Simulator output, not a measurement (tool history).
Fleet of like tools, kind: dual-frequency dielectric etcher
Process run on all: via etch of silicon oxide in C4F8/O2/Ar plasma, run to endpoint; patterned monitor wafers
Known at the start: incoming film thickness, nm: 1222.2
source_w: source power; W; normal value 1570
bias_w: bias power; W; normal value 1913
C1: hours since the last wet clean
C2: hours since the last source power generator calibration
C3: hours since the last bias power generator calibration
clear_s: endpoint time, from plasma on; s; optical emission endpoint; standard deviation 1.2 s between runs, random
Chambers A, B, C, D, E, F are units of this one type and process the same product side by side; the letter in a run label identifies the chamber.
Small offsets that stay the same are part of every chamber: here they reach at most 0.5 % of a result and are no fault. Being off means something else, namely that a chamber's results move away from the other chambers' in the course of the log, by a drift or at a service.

{"run": "1F", "hour": 9.5, "source_w": 1570, "bias_w": 1913, "C1": 144.3, "C2": 1432.8, "C3": 3825.8, "clear_s": 267.74}
{"run": "2E", "hour": 16.8, "source_w": 1570, "bias_w": 1913, "C1": 405.8, "C2": 256.2, "C3": 226.2, "clear_s": 269.7}
{"run": "3A", "hour": 24.8, "source_w": 1570, "bias_w": 1913, "C1": 182.0, "C2": 685.6, "C3": 422.3, "clear_s": 268.91}
{"run": "4C", "hour": 32.5, "source_w": 1570, "bias_w": 1913, "C1": 101.1, "C2": 3240.7, "C3": 2610.3, "clear_s": 271.71}
{"run": "5B", "hour": 39.8, "source_w": 1570, "bias_w": 1913, "C1": 56.3, "C2": 1492.2, "C3": 630.7, "clear_s": 267.16}
{"run": "6D", "hour": 47.0, "source_w": 1570, "bias_w": 1913, "C1": 344.2, "C2": 1841.5, "C3": 783.9, "clear_s": 267.35}
{"run": "7F", "hour": 58.5, "source_w": 1570, "bias_w": 1913, "C1": 193.3, "C2": 1481.8, "C3": 3874.8, "clear_s": 271.26}
{"run": "8C", "hour": 71.0, "source_w": 1570, "bias_w": 1913, "C1": 139.6, "C2": 3279.2, "C3": 2648.8, "clear_s": 270.64}
{"run": "9A", "hour": 76.6, "source_w": 1570, "bias_w": 1913, "C1": 233.8, "C2": 737.4, "C3": 474.1, "clear_s": 270.16}
{"run": "10D", "hour": 88.5, "source_w": 1360, "bias_w": 2117, "C1": 385.7, "C2": 1883.0, "C3": 825.4, "clear_s": 277.08}
{"run": "11B", "hour": 99.6, "source_w": 1360, "bias_w": 2117, "C1": 116.1, "C2": 1552.0, "C3": 690.5, "clear_s": 273.91}
{"run": "12E", "hour": 105.7, "source_w": 1360, "bias_w": 2117, "C1": 494.7, "C2": 345.1, "C3": 315.1, "clear_s": 278.59}
{"run": "13C", "hour": 112.9, "source_w": 1360, "bias_w": 2117, "C1": 181.5, "C2": 3321.1, "C3": 2690.7, "clear_s": 278.75}
{"run": "14E", "hour": 119.8, "source_w": 1360, "bias_w": 2117, "C1": 508.8, "C2": 359.2, "C3": 329.2, "clear_s": 277.94}
{"run": "15B", "hour": 127.8, "source_w": 1360, "bias_w": 2117, "C1": 144.3, "C2": 1580.2, "C3": 718.7, "clear_s": 275.91}
{"hour": 131.1, "done": "chamber E: wet clean of the chamber"}
{"run": "16F", "hour": 137.9, "source_w": 1210, "bias_w": 1913, "C1": 272.7, "C2": 1561.2, "C3": 3954.2, "clear_s": 300.95}
{"run": "17D", "hour": 149.7, "source_w": 1210, "bias_w": 1913, "C1": 446.9, "C2": 1944.2, "C3": 886.6, "clear_s": 295.96}
{"run": "18A", "hour": 160.0, "source_w": 1210, "bias_w": 1913, "C1": 317.2, "C2": 820.8, "C3": 557.5, "clear_s": 297.05}
{"run": "19A", "hour": 166.3, "source_w": 1210, "bias_w": 1913, "C1": 323.5, "C2": 827.1, "C3": 563.8, "clear_s": 298.09}
{"run": "20E", "hour": 178.4, "source_w": 1210, "bias_w": 1913, "C1": 47.4, "C2": 417.8, "C3": 387.8, "clear_s": 298.85}
{"run": "21D", "hour": 187.4, "source_w": 1210, "bias_w": 1913, "C1": 484.6, "C2": 1981.9, "C3": 924.3, "clear_s": 294.61}
{"run": "22B", "hour": 198.0, "source_w": 1570, "bias_w": 1913, "C1": 214.5, "C2": 1650.4, "C3": 788.9, "clear_s": 266.89}
{"run": "23F", "hour": 208.7, "source_w": 1570, "bias_w": 1913, "C1": 343.5, "C2": 1632.0, "C3": 4025.0, "clear_s": 270.14}
{"run": "24C", "hour": 216.7, "source_w": 1570, "bias_w": 1913, "C1": 285.3, "C2": 3424.9, "C3": 2794.5, "clear_s": 269.78}
{"hour": 227.6, "done": "chamber D: wet clean of the chamber"}
{"run": "25A", "hour": 227.7, "source_w": 1570, "bias_w": 1913, "C1": 384.9, "C2": 888.5, "C3": 625.2, "clear_s": 269.79}
{"hour": 229.3, "done": "chamber F: wet clean of the chamber"}
{"run": "26B", "hour": 237.8, "source_w": 1570, "bias_w": 1913, "C1": 254.3, "C2": 1690.2, "C3": 828.7, "clear_s": 267.75}
{"run": "27E", "hour": 243.9, "source_w": 1570, "bias_w": 1913, "C1": 112.9, "C2": 483.3, "C3": 453.3, "clear_s": 268.76}
{"run": "28D", "hour": 252.2, "source_w": 1570, "bias_w": 1913, "C1": 24.6, "C2": 2046.7, "C3": 989.1, "clear_s": 267.72}
{"run": "29C", "hour": 264.4, "source_w": 1570, "bias_w": 1459, "C1": 333.0, "C2": 3472.6, "C3": 2842.2, "clear_s": 294.18}
{"run": "30F", "hour": 270.9, "source_w": 1570, "bias_w": 1459, "C1": 41.7, "C2": 1694.2, "C3": 4087.2, "clear_s": 289.41}
{"run": "31E", "hour": 282.7, "source_w": 1570, "bias_w": 1459, "C1": 151.7, "C2": 522.1, "C3": 492.1, "clear_s": 290.77}
{"run": "32B", "hour": 294.8, "source_w": 1570, "bias_w": 1459, "C1": 311.3, "C2": 1747.2, "C3": 885.7, "clear_s": 292.26}
{"run": "33A", "hour": 302.9, "source_w": 1570, "bias_w": 1459, "C1": 460.1, "C2": 963.7, "C3": 700.4, "clear_s": 289.26}
{"hour": 308.4, "done": "chamber A: wet clean of the chamber"}
{"run": "34F", "hour": 309.2, "source_w": 1570, "bias_w": 1459, "C1": 80.0, "C2": 1732.5, "C3": 4125.5, "clear_s": 291.4}
{"run": "35C", "hour": 316.9, "source_w": 1950, "bias_w": 1913, "C1": 385.5, "C2": 3525.1, "C3": 2894.7, "clear_s": 248.84}
{"run": "36D", "hour": 327.3, "source_w": 1950, "bias_w": 1913, "C1": 99.7, "C2": 2121.8, "C3": 1064.2, "clear_s": 247.08}
{"run": "37C", "hour": 333.7, "source_w": 1950, "bias_w": 1913, "C1": 402.3, "C2": 3541.9, "C3": 2911.5, "clear_s": 247.82}
{"run": "38F", "hour": 341.0, "source_w": 1950, "bias_w": 1913, "C1": 111.8, "C2": 1764.3, "C3": 4157.3, "clear_s": 247.03}
{"run": "39B", "hour": 349.4, "source_w": 1950, "bias_w": 1913, "C1": 365.9, "C2": 1801.8, "C3": 940.3, "clear_s": 244.8}
{"run": "40E", "hour": 360.5, "source_w": 1950, "bias_w": 1913, "C1": 229.5, "C2": 599.9, "C3": 569.9, "clear_s": 247.05}
{"run": "41D", "hour": 372.9, "source_w": 1570, "bias_w": 1913, "C1": 145.3, "C2": 2167.4, "C3": 1109.8, "clear_s": 266.89}
{"run": "42A", "hour": 378.9, "source_w": 1570, "bias_w": 1913, "C1": 70.5, "C2": 1039.7, "C3": 776.4, "clear_s": 267.91}

Next, every chamber runs the same settings. What will each give?
{"run": "43A", "hour": 388.1, "source_w": 1570, "bias_w": 1913, "clear_s": "?"}
{"run": "43B", "hour": 388.1, "source_w": 1570, "bias_w": 1913, "clear_s": "?"}
{"run": "43C", "hour": 388.1, "source_w": 1570, "bias_w": 1913, "clear_s": "?"}
{"run": "43D", "hour": 388.1, "source_w": 1570, "bias_w": 1913, "clear_s": "?"}
{"run": "43E", "hour": 388.1, "source_w": 1570, "bias_w": 1913, "clear_s": "?"}
{"run": "43F", "hour": 388.1, "source_w": 1570, "bias_w": 1913, "clear_s": "?"}

run=43A clear_s=268.74
run=43B clear_s=267.31
run=43C clear_s=269.65
run=43D clear_s=268.43
run=43E clear_s=271.16
run=43F clear_s=272.63
